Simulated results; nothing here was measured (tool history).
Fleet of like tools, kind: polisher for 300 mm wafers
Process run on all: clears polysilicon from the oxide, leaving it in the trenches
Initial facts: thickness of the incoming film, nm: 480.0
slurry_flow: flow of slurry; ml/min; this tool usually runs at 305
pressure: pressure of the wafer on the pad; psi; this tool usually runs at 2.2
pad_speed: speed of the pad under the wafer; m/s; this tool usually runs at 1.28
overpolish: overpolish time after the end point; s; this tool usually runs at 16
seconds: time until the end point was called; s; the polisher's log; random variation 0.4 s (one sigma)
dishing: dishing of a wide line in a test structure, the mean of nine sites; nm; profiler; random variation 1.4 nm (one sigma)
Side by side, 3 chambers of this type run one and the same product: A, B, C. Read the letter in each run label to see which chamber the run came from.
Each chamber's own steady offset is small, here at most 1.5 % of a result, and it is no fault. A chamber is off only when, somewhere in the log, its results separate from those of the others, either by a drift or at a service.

| run | hour | slurry_flow | pressure | pad_speed | overpolish | wafers polished on this pad | hours since the slurry nozzle was cleaned | hours since the head pressure was calibrated | seconds | dishing |
|---|---|---|---|---|---|---|---|---|---|---|
| 1C | 8.6 | 305 | 2.2 | 1.28 | 16 | 1243 | 111.6 | 340.3 | 37.622 | 57.926 |
| 2B | 21.4 | 305 | 2.2 | 1.28 | 16 | 663 | 705.1 | 46.9 | 37.527 | 52.581 |
|  | 29.3 | chamber C: worn pad replaced by a new one |
| 3A | 34.9 | 305 | 2.2 | 1.28 | 16 | 1071 | 478.1 | 1418.4 | 37.186 | 56.382 |
| 4C | 46.7 | 305 | 2.2 | 1.28 | 16 | 220 | 149.7 | 378.4 | 37.349 | 55.153 |
| 5B | 59.9 | 305 | 2.2 | 1.28 | 16 | 1148 | 743.6 | 85.4 | 37.455 | 55.819 |
| 6A | 68.9 | 305 | 2.2 | 1.28 | 16 | 1501 | 512.1 | 1452.4 | 37.307 | 58.274 |
|  | 70.8 | chamber B: worn pad replaced by a new one |
|  | 74.3 | chamber A: worn pad replaced by a new one |
|  | 82.6 | chamber A: slurry nozzle cleaned |
| 7A | 82.6 | 305 | 2.2 | 1.14 | 23 | 104 | 0.1 | 1466.1 | 42.403 | 57.055 |
|  | 82.8 | chamber A: head pressure recalibrated |
| 8C | 91.3 | 305 | 2.2 | 1.14 | 23 | 782 | 194.3 | 423.0 | 42.416 | 55.145 |
| 9B | 102.2 | 305 | 2.2 | 1.14 | 23 | 396 | 785.9 | 127.7 | 41.309 | 56.419 |
|  | 109.5 | chamber B: slurry nozzle cleaned |
| 10C | 113.1 | 305 | 2.2 | 1.28 | 16 | 1057 | 216.1 | 444.8 | 37.596 | 55.142 |
| 11B | 122.0 | 305 | 2.2 | 1.28 | 16 | 646 | 12.5 | 147.5 | 36.872 | 55.863 |
| 12A | 134.7 | 305 | 2.2 | 1.28 | 16 | 762 | 52.2 | 51.9 | 37.285 | 56.745 |
| 13C | 144.9 | 305 | 2.2 | 1.28 | 16 | 1459 | 247.9 | 476.6 | 37.987 | 55.179 |
|  | 149.6 | chamber C: worn pad replaced by a new one |
| 14B | 156.6 | 305 | 1.8 | 0.94 | 16 | 1083 | 47.1 | 182.1 | 61.283 | 50.149 |
|  | 164.5 | chamber B: worn pad replaced by a new one |
| 15A | 170.3 | 305 | 1.8 | 0.94 | 16 | 1211 | 87.8 | 87.5 | 63.693 | 49.338 |
| 16C | 180.4 | 305 | 1.8 | 0.94 | 16 | 389 | 283.4 | 512.1 | 64.597 | 51.696 |
|  | 182.2 | chamber A: worn pad replaced by a new one |
| 17A | 191.2 | 305 | 2.2 | 1.28 | 16 | 114 | 108.7 | 108.4 | 36.569 | 54.279 |
| 18B | 204.9 | 305 | 2.2 | 1.28 | 16 | 509 | 95.4 | 230.4 | 37.227 | 56.659 |
| 19A | 212.5 | 350 | 2.2 | 1.28 | 21 | 383 | 130.0 | 129.7 | 36.679 | 56.678 |
|  | 216.8 | chamber C: slurry nozzle cleaned |
| 20C | 226.5 | 350 | 2.2 | 1.28 | 21 | 970 | 9.8 | 558.2 | 38.663 | 59.677 |
| 21B | 240.6 | 350 | 2.2 | 1.28 | 21 | 960 | 131.1 | 266.1 | 36.690 | 56.059 |
| 22B | 246.9 | 305 | 2.2 | 1.28 | 16 | 1039 | 137.4 | 272.4 | 37.668 | 56.872 |
|  | 247.5 | chamber C: worn pad replaced by a new one |
|  | 249.1 | chamber B: worn pad replaced by a new one |
| 23A | 256.5 | 305 | 2.2 | 1.28 | 16 | 938 | 174.0 | 173.7 | 36.686 | 55.481 |
| 24C | 268.7 | 305 | 2.2 | 1.28 | 16 | 268 | 52.0 | 600.4 | 40.146 | 55.207 |
| 25B | 281.2 | 305 | 2.2 | 1.28 | 16 | 405 | 171.7 | 306.7 | 36.780 | 55.608 |
| 26C | 293.9 | 305 | 2.2 | 1.28 | 16 | 586 | 77.2 | 625.6 | 40.342 | 55.278 |

Which is it: a chamber that has drifted or been left off by a service, a gauge drift common to all chambers, or only each chamber's usual small offset? If a chamber is off, name it and its likeliest cause.

It is chamber C that slowly wanders off from its peers.
Most likely cause: head's pressure below its setpoint, % = 7.84.

Here are 4 candidates for chamber C's next run, each the usual settings with a change, their results left as question marks. Which one brings its results back in line with what the others give on the usual settings?
In-line tolerance around the mean of the other chambers on the usual settings: seconds 1.400 s; dishing 4.900 nm
| 27C-1 | 304.3 | 305 | 2.2 | 1.30 | 16 |  |  |  | ? | ? |
| 27C-2 | 304.3 | 305 | 2.2 | 1.26 | 16 |  |  |  | ? | ? |
| 27C-3 | 304.3 | 305 | 2.3 | 1.34 | 15 |  |  |  | ? | ? |
| 27C-4 | 304.3 | 305 | 2.1 | 1.22 | 17 |  |  |  | ? | ? |

Other chambers, usual settings, mean: seconds 37.316 s; dishing 56.195 nm
| run | seconds | dishing |
|---|---|---|
| 27C-1 | 40.156 | 56.074 |
| 27C-2 | 41.451 | 55.834 |
| 27C-3 | 37.266 | 56.147 |
| 27C-4 | 44.846 | 55.689 |
27C-3 puts the chamber back in line with the other chambers.
